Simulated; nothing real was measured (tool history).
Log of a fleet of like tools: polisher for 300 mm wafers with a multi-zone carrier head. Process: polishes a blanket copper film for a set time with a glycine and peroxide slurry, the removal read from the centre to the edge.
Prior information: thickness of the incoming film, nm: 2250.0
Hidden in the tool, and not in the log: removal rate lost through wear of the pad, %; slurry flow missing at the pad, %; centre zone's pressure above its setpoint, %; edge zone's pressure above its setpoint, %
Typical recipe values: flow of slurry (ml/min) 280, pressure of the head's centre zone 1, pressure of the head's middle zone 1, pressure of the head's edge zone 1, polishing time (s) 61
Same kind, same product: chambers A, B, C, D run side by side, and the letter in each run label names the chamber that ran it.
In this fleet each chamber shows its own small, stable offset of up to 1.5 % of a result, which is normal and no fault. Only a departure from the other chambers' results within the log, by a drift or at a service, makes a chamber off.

run   hour  flow of slurry (ml/min)  pressure of the head's centre zone  pressure of the head's middle zone  pressure of the head's edge zone  polishing time (s)  wafers polished on this pad  hours since the slurry nozzle was cleaned  hours since the centre zone pressure was calibrated  hours since the edge zone pressure was calibrated  film removed at the wafer's centre (Å)  film removed at mid-radius (Å)  film removed at the wafer's edge (Å)
       4.3  -- chamber D: worn pad replaced by a new one
 1B    7.6                      280                                   1                                   1                                 1                  61                          602                                       18.8                                                163.1                                              224.1                                  3817.7                          3984.6                                3765.5
      10.4  -- chamber A: slurry nozzle cleaned
 2D   15.2                      280                                   1                                   1                                 1                  61                          133                                         51                                                744.1                                              132.1                                  3860.8                          3836.3                                3875.9
      17.3  -- chamber C: worn pad replaced by a new one
 3C   20.4                      280                                   1                                   1                                 1                  61                           38                                        148                                                705.7                                              519.9                                  3921.6                          3797.7                                3822.2
        23  -- chamber B: worn pad replaced by a new one
 4A   23.8                      280                                   1                                   1                                 1                  61                          593                                       13.5                                                705.1                                              277.4                                  3829.5                          3755.3                                3800.5
 5C   27.3                      280                                   1                                   1                                 1                  61                          123                                      154.9                                                712.6                                              526.8                                  3869.7                          3915.5                                  3850
 6A   33.9                      280                                   1                                   1                                 1                  61                          716                                       23.6                                                715.2                                              287.5                                    3869                          3846.3                                3837.4
 7D   39.9                      280                                   1                                   1                                 1                  61                          436                                       75.7                                                768.8                                              156.8                                  3759.6                          3860.1                                3894.5
 8B   45.1                      280                                   1                                   1                                 1                  61                          271                                       56.3                                                200.6                                              261.6                                  3921.9                          3846.7                                3812.2
 9D   49.9                      280                                   1                                   1                                 1                  61                          559                                       85.7                                                778.8                                              166.8                                    3903                          3754.4                                3822.5
10C   56.2                      280                                   1                                   1                                 1                  61                          477                                      183.8                                                741.5                                              555.7                                  4036.4                          3970.5                                3837.2
      58.5  -- chamber C: worn pad replaced by a new one
11A   59.6                      280                                   1                                   1                                 1                  61                         1031                                       49.3                                                740.9                                              313.2                                    3862                          3827.3                                3859.2
12B   66.3                      280                                   1                                   1                                 1                  61                          531                                       77.5                                                221.8                                              282.8                                  3893.1                          3857.9                                  3829
13A   72.5                      280                                   1                                   1                                 1                  61                         1190                                       62.2                                                753.8                                              326.1                                  3857.2                          3960.2                                3915.6
      76.5  -- chamber A: worn pad replaced by a new one
14D   76.6                      280                                   1                                   1                                 1                  61                          886                                      112.4                                                805.5                                              193.5                                  3884.8                          3866.1                                3866.8
15B   80.3                      280                                   1                                   1                              1.05                  61                          702                                       91.5                                                235.8                                              296.8                                  3916.9                          3865.5                                3992.7
16C   85.8                      280                                   1                                   1                              1.05                  61                          335                                      213.4                                                771.1                                              585.3                                  4045.1                          3957.2                                4022.5
17D   91.3                      280                                   1                                   1                              1.05                  61                         1066                                      127.1                                                820.2                                              208.2                                  3865.8                          3906.4                                  4003
18A   95.7                      280                                   1                                   1                              1.05                  61                          235                                       85.4                                                  777                                              349.3                                  3819.7                          3817.6                                3969.8
     100.2  -- chamber C: worn pad replaced by a new one
19C  101.1                      280                                   1                                   1                                 1                  61                           12                                      228.7                                                786.4                                              600.6                                  4159.3                          3843.8                                3925.8
     102.1  -- chamber B: worn pad replaced by a new one
20B  105.4                      280                                   1                                   1                                 1                  61                           40                                      116.6                                                260.9                                              321.9                                  3854.3                          3981.7                                3817.9
     111.5  -- chamber D: worn pad replaced by a new one
21A  111.8                      280                                   1                                   1                                 1                  61                          433                                      101.5                                                793.1                                              365.4                                  3840.3                          3809.8                                3775.1
22B  115.3                      280                                   1                                   1                                 1                  61                          161                                      126.5                                                270.8                                              331.8                                  3871.9                          3804.6                                3856.9
23C  120.6                      280                                   1                                   1                                 1                  61                          251                                      248.2                                                805.9                                              620.1                                  4212.5                            3781                                3908.9
24D  125.1                      280                                   1                                   1                                 1                  61                          167                                      160.9                                                  854                                                242                                    3787                          3883.5                                3920.9
25D  131.5                      185                                   1                                   1                                 1                  46                          245                                      167.3                                                860.4                                              248.4                                  2771.7                            2758                                2823.8
26B    136                      185                                   1                                   1                                 1                  46                          415                                      147.2                                                291.5                                              352.5                                  2801.8                          2763.7                                2736.4

Read the log: is a single chamber off, either drifting away or since a service, is the gauge that measures every chamber drifting, or is nothing wrong beyond small per-chamber offsets? Name any odd chamber and what most likely caused it.

It is chamber C that slowly wanders off from its peers.
Most likely cause: centre zone's pressure above its setpoint, % = 10.2.

Here are 4 candidates for chamber C's next run, each the usual settings with a change, their results left as question marks. Which one brings its results back in line with what the others give on the usual settings?
In line means no further than this from the other chambers' mean on the usual settings: film removed at the wafer's centre (Å) 160; film removed at mid-radius (Å) 170; film removed at the wafer's edge (Å) 110
27C-1  141.5                      280                                1.02                                0.99                                 1                  61                                                                                                                                                                                                                       ?                               ?                                     ?
27C-2  141.5                      275                                0.92                                1.03                              1.02                  60                                                                                                                                                                                                                       ?                               ?                                     ?
27C-3  141.5                      280                                0.98                                1.01                                 1                  61                                                                                                                                                                                                                       ?                               ?                                     ?
27C-4  141.5                      285                                1.08                                0.97                              0.98                  62                                                                                                                                                                                                                       ?                               ?                                     ?

Average result of the remaining chambers running the usual settings: film removed at the wafer's centre (Å) 3859.7; film removed at mid-radius (Å) 3877.1; film removed at the wafer's edge (Å) 3843.8
  run  film removed at the wafer's centre (Å)  film removed at mid-radius (Å)  film removed at the wafer's edge (Å)
27C-1                                  4349.4                          3797.6                                3857.7
27C-2                                  3823.2                          3869.5                                3826.9
27C-3                                  4167.8                          3869.4                                3856.6
27C-4                                  4707.3                          3793.6                                3885.9
27C-2 is the one that brings the chamber's results back in line with the other chambers.
